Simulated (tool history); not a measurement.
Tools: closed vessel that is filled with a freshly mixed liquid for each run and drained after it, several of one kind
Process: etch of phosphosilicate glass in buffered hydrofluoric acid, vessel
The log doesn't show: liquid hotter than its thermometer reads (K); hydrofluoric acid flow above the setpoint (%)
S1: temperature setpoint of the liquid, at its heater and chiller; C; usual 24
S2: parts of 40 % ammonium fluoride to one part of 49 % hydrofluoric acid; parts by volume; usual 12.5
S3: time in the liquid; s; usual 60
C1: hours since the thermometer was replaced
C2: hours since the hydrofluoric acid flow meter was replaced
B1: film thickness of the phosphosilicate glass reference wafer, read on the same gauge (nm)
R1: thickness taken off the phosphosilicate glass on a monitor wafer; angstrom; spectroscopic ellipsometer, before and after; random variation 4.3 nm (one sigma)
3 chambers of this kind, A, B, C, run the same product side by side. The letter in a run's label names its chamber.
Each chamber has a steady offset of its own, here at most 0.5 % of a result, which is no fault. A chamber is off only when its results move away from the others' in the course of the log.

| run | day | S1 | S2 | S3 | C1 | C2 | B1 | R1 |
|---|---|---|---|---|---|---|---|---|
| 1B | 0.283 | 24 | 12.5 | 60 | 541.3 | 974.2 | 30.033 | 4867.4 |
| 2C | 0.558 | 24 | 12.5 | 60 | 894.3 | 674.7 | 29.999 | 4874.9 |
| 3A | 0.771 | 24 | 12.5 | 60 | 905.1 | 446.4 | 29.988 | 4952.2 |
| 4A | 1.071 | 24 | 12.5 | 60 | 912.3 | 453.6 | 29.995 | 4948.6 |
| 5B | 1.425 | 24 | 12.5 | 60 | 568.7 | 1001.6 | 29.979 | 4916 |
| 6C | 1.796 | 24 | 12.5 | 60 | 924 | 704.4 | 29.989 | 4909.1 |
| 7A | 2.146 | 24 | 12.5 | 60 | 938.1 | 479.4 | 30.026 | 5003.3 |
| 8C | 2.342 | 24 | 12.5 | 60 | 937.1 | 717.5 | 29.972 | 4872.7 |
| 9B | 2.675 | 24 | 12.5 | 60 | 598.7 | 1031.6 | 30.004 | 4867.3 |
| 10B | 3.038 | 26 | 12.5 | 30 | 607.4 | 1040.3 | 30.039 | 2715.6 |
| 11C | 3.308 | 26 | 12.5 | 30 | 960.3 | 740.7 | 29.998 | 2704.5 |
| 12A | 3.633 | 26 | 12.5 | 30 | 973.8 | 515.1 | 29.946 | 2699.9 |
| 13A | 3.867 | 24 | 12.5 | 60 | 979.4 | 520.7 | 30.01 | 4932.3 |
| 14C | 4.242 | 21 | 12.5 | 60 | 982.7 | 763.1 | 29.97 | 4207.1 |
| 15B | 4.438 | 21 | 12.5 | 60 | 641 | 1073.9 | 30.019 | 4138.7 |
| 16B | 4.762 | 21 | 12.5 | 60 | 648.8 | 1081.7 | 30.021 | 4211.5 |
| 17A | 5.017 | 20 | 9 | 60 | 1007 | 548.3 | 29.995 | 5284.8 |
| 18C | 5.362 | 20 | 9 | 60 | 1009.6 | 790 | 30.021 | 5474.7 |
| 19B | 5.633 | 20 | 9 | 60 | 669.7 | 1102.6 | 30 | 5244.3 |
| 20C | 5.962 | 24 | 12.5 | 60 | 1024 | 804.4 | 29.986 | 5191.6 |
| 21A | 6.192 | 24 | 12.5 | 60 | 1035.2 | 576.5 | 30.003 | 4959.6 |
| 22B | 6.379 | 24 | 12.5 | 60 | 687.6 | 1120.5 | 30.013 | 4880.4 |
| 23A | 6.612 | 24 | 12.5 | 60 | 1045.3 | 586.6 | 29.971 | 4927.8 |
| 24C | 6.929 | 24 | 12.5 | 60 | 1047.2 | 827.6 | 30.02 | 5316.6 |
| 25C | 7.142 | 24 | 12.5 | 60 | 1052.3 | 832.7 | 30.005 | 5275.9 |
|  | 7.246 | chamber C: hydrofluoric acid flow meter replaced |
| 26A | 7.458 | 24 | 16.5 | 45 | 1065.6 | 606.9 | 30.007 | 2846 |
| 27B | 7.771 | 24 | 16.5 | 45 | 721 | 1153.9 | 30.019 | 2822.3 |
| 28C | 7.938 | 24 | 16.5 | 45 | 1071.4 | 16.6 | 30.017 | 3138.9 |
| 29A | 8.221 | 24 | 12.5 | 60 | 1083.9 | 625.2 | 30.02 | 4876.4 |

What goes on in this fleet: one chamber off, a drifting gauge, or nothing beyond the chambers' own small offsets? Name the chamber and the cause, if any.

Chamber C drifts away from the others.
Cause: liquid hotter than its thermometer reads (K) = 2.29.

Here are 4 candidates for chamber C's next run, each the usual settings with a change, their results left as question marks. Which one brings its results back in line with what the others give on the usual settings?
In line means no further than this from the other chambers' mean on the usual settings: R1 150 angstrom
| 30C-1 | 8.488 | 24 | 12 | 65 |  |  |  | ? |
| 30C-2 | 8.488 | 24 | 13 | 55 |  |  |  | ? |
| 30C-3 | 8.488 | 24 | 12 | 60 |  |  |  | ? |
| 30C-4 | 8.488 | 24 | 13 | 60 |  |  |  | ? |

The other chambers' mean on the usual settings: R1 4905.7 angstrom
| run | R1 |
|---|---|
| 30C-1 | 6253.8 |
| 30C-2 | 4899.5 |
| 30C-3 | 5772.7 |
| 30C-4 | 5344.9 |
30C-2 brings the chamber back in line.
